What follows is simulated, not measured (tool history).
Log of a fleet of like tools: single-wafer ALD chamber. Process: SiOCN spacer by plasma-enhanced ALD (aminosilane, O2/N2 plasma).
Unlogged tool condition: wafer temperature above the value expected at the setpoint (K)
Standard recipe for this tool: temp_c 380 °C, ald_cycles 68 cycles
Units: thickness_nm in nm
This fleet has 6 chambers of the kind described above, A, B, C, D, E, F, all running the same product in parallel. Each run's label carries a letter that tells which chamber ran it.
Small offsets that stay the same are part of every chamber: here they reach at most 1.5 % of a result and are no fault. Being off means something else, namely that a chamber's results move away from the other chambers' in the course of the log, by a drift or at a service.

run	hour	temp_c	ald_cycles	hours since the last thermocouple change	read-back reference wafer on the same gauge, thickness_nm	thickness_nm
1F	12.8	380	68	1937.9	3.9599	4.1109
2C	25.3	380	68	1243.5	3.9592	4.0797
3B	36.8	380	68	1380.9	3.9583	4.1239
4E	49.3	380	68	842.8	3.9584	4.1081
5A	63.5	387	74	890.3	3.9569	4.481
6D	78.4	387	74	1169.3	3.9566	4.5151
7A	92.4	387	74	919.2	3.9559	4.49
8D	99.5	387	74	1190.4	3.9563	4.5177
9C	114.4	387	74	1332.6	3.9558	4.4351
10E	125	387	74	918.5	3.9551	4.4694
11F	131.6	380	68	2056.7	3.9552	4.1123
12B	141.7	380	68	1485.8	3.9548	4.1216
13A	151.7	380	68	978.5	3.9536	4.1184
14C	164.5	380	68	1382.7	3.954	4.0826
15E	172.4	373	68	965.9	3.9539	4.1114
16F	183.1	373	68	2108.2	3.9531	4.111
17B	190.7	373	68	1534.8	3.9533	4.1227
18D	201.4	373	68	1292.3	3.9529	4.1464
19B	211.7	373	68	1555.8	3.9519	4.1096
20A	224.7	373	68	1051.5	3.9517	4.117
21C	232.8	380	68	1451	3.9512	4.065
22D	245.4	380	68	1336.3	3.9499	4.1446
23F	252.1	380	68	2177.2	3.9494	4.1026
24E	265.3	380	68	1058.8	3.9495	4.1067
25D	279.3	380	68	1370.2	3.9492	4.1388
26E	287.8	380	68	1081.3	3.9497	4.0986
27F	294.7	380	68	2219.8	3.9488	4.1079
28A	301.5	380	68	1128.3	3.9493	4.112
29B	316.2	380	64	1660.3	3.9476	3.8725
30C	326.7	380	64	1544.9	3.9474	3.8313
31F	338.5	380	64	2263.6	3.9469	3.8595
32A	347.3	380	64	1174.1	3.9469	3.8682
33C	354.6	380	64	1572.8	3.9456	3.8308
34E	362.2	380	64	1155.7	3.9461	3.8646
35B	377.5	374	62	1721.6	3.9466	3.7492
36D	387.5	374	62	1478.4	3.9446	3.7661
37D	394.7	374	62	1485.6	3.9444	3.7714
38A	406.2	374	62	1233	3.9452	3.7481
39E	415.6	374	62	1209.1	3.9432	3.7312
40B	425.1	374	62	1769.2	3.9442	3.7458

Which is it: a chamber that has drifted or been left off by a service, a gauge drift common to all chambers, or only each chamber's usual small offset? If a chamber is off, name it and its likeliest cause.

No chamber is off; the gauge reading every chamber's wafers drifts, which makes the whole fleet appear to move together.
Cause: gauge reads low (%) = 0.419.
